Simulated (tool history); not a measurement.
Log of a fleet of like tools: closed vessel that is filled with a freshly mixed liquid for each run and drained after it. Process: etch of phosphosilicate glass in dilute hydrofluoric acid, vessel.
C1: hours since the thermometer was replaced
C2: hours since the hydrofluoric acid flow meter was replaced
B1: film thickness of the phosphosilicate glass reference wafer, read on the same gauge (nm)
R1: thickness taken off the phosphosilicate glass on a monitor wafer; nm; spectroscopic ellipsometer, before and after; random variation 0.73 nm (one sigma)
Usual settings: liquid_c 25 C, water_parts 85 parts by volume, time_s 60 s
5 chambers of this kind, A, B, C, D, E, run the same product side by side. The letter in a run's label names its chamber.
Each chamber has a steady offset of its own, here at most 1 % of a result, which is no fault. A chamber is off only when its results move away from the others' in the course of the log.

run 1D day=0.279 | liquid_c=25 water_parts=85 time_s=60 | C1=583.2 C2=298.1 | B1=90.002 | R1=79.942
run 2E day=0.542 | liquid_c=25 water_parts=85 time_s=60 | C1=600 C2=1114.9 | B1=89.99 | R1=83.025
run 3A day=0.708 | liquid_c=25 water_parts=85 time_s=60 | C1=308 C2=808.8 | B1=90.015 | R1=79.282
run 4C day=0.992 | liquid_c=25 water_parts=85 time_s=60 | C1=414.1 C2=419.9 | B1=89.965 | R1=81.029
run 5B day=1.125 | liquid_c=25 water_parts=85 time_s=60 | C1=346.1 C2=868.9 | B1=89.984 | R1=82.157
run 6D day=1.296 | liquid_c=25 water_parts=85 time_s=60 | C1=607.6 C2=322.5 | B1=90.007 | R1=80.812
run 7E day=1.488 | liquid_c=25 water_parts=85 time_s=60 | C1=622.7 C2=1137.6 | B1=89.993 | R1=81.291
run 8B day=1.712 | liquid_c=25 water_parts=85 time_s=60 | C1=360.2 C2=883 | B1=89.991 | R1=81.232
run 9A day=1.921 | liquid_c=25 water_parts=85 time_s=60 | C1=337.1 C2=837.9 | B1=90.028 | R1=79.439
run 10C day=2.15 | liquid_c=22 water_parts=85 time_s=60 | C1=441.9 C2=447.7 | B1=89.994 | R1=71.847
run 11B day=2.433 | liquid_c=22 water_parts=85 time_s=60 | C1=377.5 C2=900.3 | B1=89.993 | R1=72.223
run 12D day=2.558 | liquid_c=22 water_parts=85 time_s=60 | C1=637.9 C2=352.8 | B1=90.002 | R1=71.259
run 13C day=2.721 | liquid_c=22 water_parts=85 time_s=60 | C1=455.6 C2=461.4 | B1=90.043 | R1=71.321
run 14A day=2.925 | liquid_c=22 water_parts=85 time_s=60 | C1=361.2 C2=862 | B1=89.999 | R1=71.996
run 15E day=3.192 | liquid_c=25 water_parts=85 time_s=60 | C1=663.6 C2=1178.5 | B1=89.987 | R1=82.541
run 16B day=3.346 | liquid_c=25 water_parts=85 time_s=60 | C1=399.4 C2=922.2 | B1=89.988 | R1=80.768
run 17A day=3.6 | liquid_c=29.5 water_parts=85 time_s=30 | C1=377.4 C2=878.2 | B1=89.99 | R1=48.283
run 18C day=3.858 | liquid_c=29.5 water_parts=85 time_s=30 | C1=482.9 C2=488.7 | B1=89.976 | R1=48.869
run 19D day=4.046 | liquid_c=29.5 water_parts=85 time_s=30 | C1=673.6 C2=388.5 | B1=90.027 | R1=48.505
run 20E day=4.304 | liquid_c=29.5 water_parts=85 time_s=30 | C1=690.3 C2=1205.2 | B1=89.951 | R1=48.758
run 21D day=4.567 | liquid_c=29.5 water_parts=85 time_s=30 | C1=686.1 C2=401 | B1=90.047 | R1=50.198
run 22E day=4.804 | liquid_c=25 water_parts=85 time_s=60 | C1=702.3 C2=1217.2 | B1=89.989 | R1=82.11
run 23A day=5.008 | liquid_c=25 water_parts=85 time_s=60 | C1=411.2 C2=912 | B1=90.012 | R1=80.12
run 24B day=5.138 | liquid_c=25 water_parts=50 time_s=60 | C1=442.4 C2=965.2 | B1=90.018 | R1=143.23
-- day=5.262 chamber D: thermometer replaced
run 25C day=5.383 | liquid_c=25 water_parts=50 time_s=60 | C1=519.5 C2=525.3 | B1=90.027 | R1=145.41
run 26C day=5.608 | liquid_c=25 water_parts=50 time_s=60 | C1=524.9 C2=530.7 | B1=90.05 | R1=142.7
run 27E day=5.738 | liquid_c=25 water_parts=50 time_s=60 | C1=724.7 C2=1239.6 | B1=89.976 | R1=146.85
-- day=5.875 chamber C: hydrofluoric acid flow meter replaced
run 28B day=5.921 | liquid_c=25 water_parts=50 time_s=60 | C1=461.2 C2=984 | B1=90.002 | R1=145.61
-- day=6.008 chamber A: hydrofluoric acid flow meter replaced
run 29A day=6.158 | liquid_c=25 water_parts=85 time_s=60 | C1=438.8 C2=3.6 | B1=89.995 | R1=80.546
run 30D day=6.379 | liquid_c=25 water_parts=85 time_s=60 | C1=26.9 C2=444.5 | B1=90.01 | R1=86.811
run 31B day=6.638 | liquid_c=25 water_parts=85 time_s=60 | C1=478.4 C2=1001.2 | B1=90.003 | R1=81.526
run 32C day=6.796 | liquid_c=25 water_parts=105 time_s=60 | C1=553.4 C2=22.2 | B1=89.995 | R1=62.656

What goes on in this fleet: one chamber off, a drifting gauge, or nothing beyond the chambers' own small offsets? Name the chamber and the cause, if any.

Chamber D drifts away from the others.
Cause: hydrofluoric acid flow above the setpoint (%) = 7.85.

Here are 4 candidates for chamber D's next run, each the usual settings with a change, their results left as question marks. Which one brings its results back in line with what the others give on the usual settings?
In line means no further than this from the other chambers' mean on the usual settings: R1 2.5 nm
run 33D-1 day=7.004 | liquid_c=25 water_parts=85 time_s=55 | R1=?
run 33D-2 day=7.004 | liquid_c=25 water_parts=80 time_s=60 | R1=?
run 33D-3 day=7.004 | liquid_c=25.5 water_parts=85 time_s=60 | R1=?
run 33D-4 day=7.004 | liquid_c=24.5 water_parts=85 time_s=60 | R1=?

The other chambers' mean on the usual settings: R1 81.06 nm
run=33D-1 R1=80.732
run=33D-2 R1=94.163
run=33D-3 R1=89.807
run=33D-4 R1=86.362
33D-1 brings the chamber back in line.

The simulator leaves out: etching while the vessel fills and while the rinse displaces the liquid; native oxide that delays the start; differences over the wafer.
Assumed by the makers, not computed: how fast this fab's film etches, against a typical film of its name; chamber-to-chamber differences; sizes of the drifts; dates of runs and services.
